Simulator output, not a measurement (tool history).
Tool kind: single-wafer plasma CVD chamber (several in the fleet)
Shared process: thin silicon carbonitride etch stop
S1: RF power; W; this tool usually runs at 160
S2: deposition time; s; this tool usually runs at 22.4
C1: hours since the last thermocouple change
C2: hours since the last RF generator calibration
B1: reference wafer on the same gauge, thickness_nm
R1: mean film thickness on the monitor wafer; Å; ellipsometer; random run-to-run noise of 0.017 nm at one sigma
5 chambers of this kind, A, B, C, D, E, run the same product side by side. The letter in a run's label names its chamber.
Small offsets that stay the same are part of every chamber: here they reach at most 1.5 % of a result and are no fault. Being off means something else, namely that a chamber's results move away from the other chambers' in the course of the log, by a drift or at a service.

run 1C hour=7.2 | S1=160 S2=22.4 | C1=2017.4 C2=627.5 | B1=10.501 | R1=117.90
run 2B hour=16.6 | S1=160 S2=22.4 | C1=1239.0 C2=419.8 | B1=10.494 | R1=118.18
run 3E hour=25.7 | S1=160 S2=22.4 | C1=74.6 C2=739.7 | B1=10.492 | R1=118.56
run 4D hour=33.0 | S1=160 S2=22.4 | C1=2218.0 C2=1307.5 | B1=10.494 | R1=118.66
run 5A hour=40.6 | S1=160 S2=20.1 | C1=1425.9 C2=728.4 | B1=10.495 | R1=107.73
run 6C hour=48.7 | S1=160 S2=20.1 | C1=2058.9 C2=669.0 | B1=10.491 | R1=105.91
run 7A hour=55.3 | S1=160 S2=20.1 | C1=1440.6 C2=743.1 | B1=10.485 | R1=108.13
run 8D hour=60.0 | S1=160 S2=20.1 | C1=2245.0 C2=1334.5 | B1=10.483 | R1=106.58
run 9B hour=67.1 | S1=160 S2=20.1 | C1=1289.5 C2=470.3 | B1=10.485 | R1=105.89
run 10E hour=72.3 | S1=160 S2=22.4 | C1=121.2 C2=786.3 | B1=10.483 | R1=118.69
run 11D hour=78.0 | S1=160 S2=22.4 | C1=2263.0 C2=1352.5 | B1=10.483 | R1=118.82
run 12C hour=84.2 | S1=160 S2=22.4 | C1=2094.4 C2=704.5 | B1=10.484 | R1=117.74
run 13E hour=89.0 | S1=160 S2=22.4 | C1=137.9 C2=803.0 | B1=10.482 | R1=119.04
run 14B hour=97.0 | S1=160 S2=22.4 | C1=1319.4 C2=500.2 | B1=10.478 | R1=118.31
run 15A hour=105.2 | S1=160 S2=22.4 | C1=1490.5 C2=793.0 | B1=10.474 | R1=120.12
run 16D hour=112.9 | S1=160 S2=22.4 | C1=2297.9 C2=1387.4 | B1=10.475 | R1=118.72
run 17A hour=118.2 | S1=160 S2=22.4 | C1=1503.5 C2=806.0 | B1=10.475 | R1=120.11
run 18E hour=125.7 | S1=160 S2=22.4 | C1=174.6 C2=839.7 | B1=10.475 | R1=118.71
run 19C hour=133.3 | S1=160 S2=22.4 | C1=2143.5 C2=753.6 | B1=10.473 | R1=117.57
run 20B hour=142.0 | S1=160 S2=22.4 | C1=1364.4 C2=545.2 | B1=10.468 | R1=118.14
run 21D hour=146.4 | S1=160 S2=22.4 | C1=2331.4 C2=1420.9 | B1=10.467 | R1=118.65
run 22C hour=154.4 | S1=160 S2=22.4 | C1=2164.6 C2=774.7 | B1=10.466 | R1=117.91
run 23B hour=160.9 | S1=160 S2=22.4 | C1=1383.3 C2=564.1 | B1=10.461 | R1=117.82
run 24A hour=167.8 | S1=160 S2=22.4 | C1=1553.1 C2=855.6 | B1=10.461 | R1=119.84
run 25E hour=175.0 | S1=160 S2=22.4 | C1=223.9 C2=889.0 | B1=10.465 | R1=118.15
run 26D hour=179.3 | S1=160 S2=22.4 | C1=2364.3 C2=1453.8 | B1=10.464 | R1=118.43
run 27B hour=183.7 | S1=160 S2=22.4 | C1=1406.1 C2=586.9 | B1=10.463 | R1=117.96
run 28E hour=190.9 | S1=160 S2=22.4 | C1=239.8 C2=904.9 | B1=10.463 | R1=118.59
run 29A hour=195.6 | S1=160 S2=22.4 | C1=1580.9 C2=883.4 | B1=10.459 | R1=119.84
run 30C hour=203.5 | S1=160 S2=22.4 | C1=2213.7 C2=823.8 | B1=10.458 | R1=117.63
run 31B hour=207.8 | S1=160 S2=22.4 | C1=1430.2 C2=611.0 | B1=10.457 | R1=117.57
run 32A hour=212.7 | S1=160 S2=22.4 | C1=1598.0 C2=900.5 | B1=10.457 | R1=120.04
run 33C hour=217.3 | S1=160 S2=22.4 | C1=2227.5 C2=837.6 | B1=10.451 | R1=117.58
run 34E hour=223.1 | S1=160 S2=22.4 | C1=272.0 C2=937.1 | B1=10.451 | R1=118.39
run 35D hour=232.0 | S1=160 S2=22.4 | C1=2417.0 C2=1506.5 | B1=10.448 | R1=118.41
run 36E hour=238.8 | S1=160 S2=22.4 | C1=287.7 C2=952.8 | B1=10.445 | R1=118.37
run 37A hour=247.0 | S1=180 S2=24.1 | C1=1632.3 C2=934.8 | B1=10.443 | R1=133.94
run 38D hour=255.5 | S1=180 S2=24.1 | C1=2440.5 C2=1530.0 | B1=10.444 | R1=131.54
run 39C hour=262.7 | S1=180 S2=24.1 | C1=2272.9 C2=883.0 | B1=10.443 | R1=130.68
run 40B hour=269.3 | S1=180 S2=24.1 | C1=1491.7 C2=672.5 | B1=10.441 | R1=131.27
run 41E hour=275.9 | S1=180 S2=24.1 | C1=324.8 C2=989.9 | B1=10.435 | R1=131.60

Each of the 5 chambers runs these same settings next. Fill in every chamber's results:
run 42A hour=282.6 | S1=160 S2=22.4 | R1=?
run 42B hour=282.6 | S1=160 S2=22.4 | R1=?
run 42C hour=282.6 | S1=160 S2=22.4 | R1=?
run 42D hour=282.6 | S1=160 S2=22.4 | R1=?
run 42E hour=282.6 | S1=160 S2=22.4 | R1=?

run=42A R1=119.83
run=42B R1=117.68
run=42C R1=117.15
run=42D R1=118.33
run=42E R1=117.90
